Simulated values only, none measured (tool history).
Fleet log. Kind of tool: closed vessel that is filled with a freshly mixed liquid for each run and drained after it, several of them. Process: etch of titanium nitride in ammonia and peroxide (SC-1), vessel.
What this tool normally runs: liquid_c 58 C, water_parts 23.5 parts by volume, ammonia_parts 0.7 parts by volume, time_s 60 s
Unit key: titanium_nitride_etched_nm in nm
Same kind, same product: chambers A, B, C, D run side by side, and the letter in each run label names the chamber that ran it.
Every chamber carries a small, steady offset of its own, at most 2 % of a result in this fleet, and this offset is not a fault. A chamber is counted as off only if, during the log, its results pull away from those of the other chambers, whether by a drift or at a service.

run	hour	liquid_c	water_parts	ammonia_parts	time_s	hours since the thermometer was replaced	hours since the ammonia flow meter was replaced	hours since the drum of ammonia solution was connected	read-back film thickness of the titanium nitride reference wafer, read on the same gauge (nm)	titanium_nitride_etched_nm
1B	6.3	58	23.5	0.7	60	400	693.4	139.2	110.03	4.7576
2A	12.8	58	23.5	0.7	60	646.6	399.1	117.9	110	4.6339
3D	22.8	58	23.5	0.7	60	1428.4	1015.8	634.8	110.01	4.648
4C	29	58	23.5	0.7	60	125.2	859.9	221.3	110	4.6257
5D	36.1	58	23.5	0.7	60	1441.7	1029.1	648.1	110.02	4.6491
6B	42.9	58	23.5	0.7	60	436.6	730	175.8	110.02	4.7331
7A	50.1	58	23.5	0.7	60	683.9	436.4	155.2	110	4.6822
# hour 58.8: chamber C: new drum of ammonia solution connected
8C	59.1	62	15	0.7	60	155.3	890	0.3	110.01	7.6617
9C	64	62	15	0.7	60	160.2	894.9	5.2	110	7.7017
# hour 70.2: chamber D: ammonia flow meter replaced
10B	73.4	62	15	0.7	60	467.1	760.5	206.3	110.01	7.9191
11D	78.7	62	15	0.7	60	1484.3	8.5	690.7	110	7.7401
12A	87	58	23.5	0.7	60	720.8	473.3	192.1	109.99	4.6652
13D	96.3	58	23.5	0.7	90	1501.9	26.1	708.3	109.97	6.9512
14A	101.2	58	23.5	0.7	90	735	487.5	206.3	109.98	6.9635
15B	105.8	58	23.5	0.7	90	499.5	792.9	238.7	110.01	7.052
16C	114.6	58	23.5	0.7	90	210.8	945.5	55.8	109.99	6.9888
17A	120.4	58	23.5	0.7	60	754.2	506.7	225.5	110	4.6435
18B	125.5	58	23.5	0.7	60	519.2	812.6	258.4	110.01	4.6998
19D	130.9	58	23.5	0.7	60	1536.5	60.7	742.9	109.98	4.636
20C	135.6	58	23.5	0.7	60	231.8	966.5	76.8	110.03	4.6144
21A	140.8	58	23.5	0.7	60	774.6	527.1	245.9	109.99	4.6534
22B	145.8	58	23.5	0.7	60	539.5	832.9	278.7	109.99	4.5983
23C	154.2	58	23.5	0.7	60	250.4	985.1	95.4	110	4.6346
24D	159.7	58	23.5	0.7	60	1565.3	89.5	771.7	110	4.6648
25A	166.5	58	23.5	0.7	60	800.3	552.8	271.6	109.98	4.6874
26D	173.4	58	23.5	0.7	60	1579	103.2	785.4	109.99	4.6209
# hour 176.9: chamber D: new drum of ammonia solution connected
27B	182	58	23.5	0.7	60	575.7	869.1	314.9	109.99	4.574
28C	191.1	58	23.5	0.7	60	287.3	1022	132.3	110.01	4.6487
29D	195.7	63.5	23.5	1.05	60	1601.3	125.5	18.9	109.98	7.1034
30C	200.9	63.5	23.5	1.05	60	297.1	1031.8	142.1	110.01	7.1176
31A	208.9	63.5	23.5	1.05	60	842.7	595.2	314	109.99	7.2245
32B	215.4	63.5	23.5	1.05	60	609.1	902.5	348.3	110	6.9736
33B	223.5	58	23.5	0.7	60	617.2	910.6	356.4	110.02	4.4907
34D	228.2	58	23.5	0.7	60	1633.8	158	51.4	109.97	4.6576
# hour 230.7: chamber A: thermometer replaced
35A	237.8	58	23.5	0.7	60	7.1	624.1	342.9	110.01	4.6455
36C	244.5	58	23.5	0.7	60	340.7	1075.4	185.7	109.99	4.6879
37C	251	51.5	23.5	0.7	60	347.2	1081.9	192.2	110.03	2.9721

All 4 chambers run these settings next. Forecast each chamber's results:
38A	258.4	58	23.5	0.7	60					?
38B	258.4	58	23.5	0.7	60					?
38C	258.4	58	23.5	0.7	60					?
38D	258.4	58	23.5	0.7	60					?

run	titanium_nitride_etched_nm
38A	4.6221
38B	4.4355
38C	4.6192
38D	4.5854

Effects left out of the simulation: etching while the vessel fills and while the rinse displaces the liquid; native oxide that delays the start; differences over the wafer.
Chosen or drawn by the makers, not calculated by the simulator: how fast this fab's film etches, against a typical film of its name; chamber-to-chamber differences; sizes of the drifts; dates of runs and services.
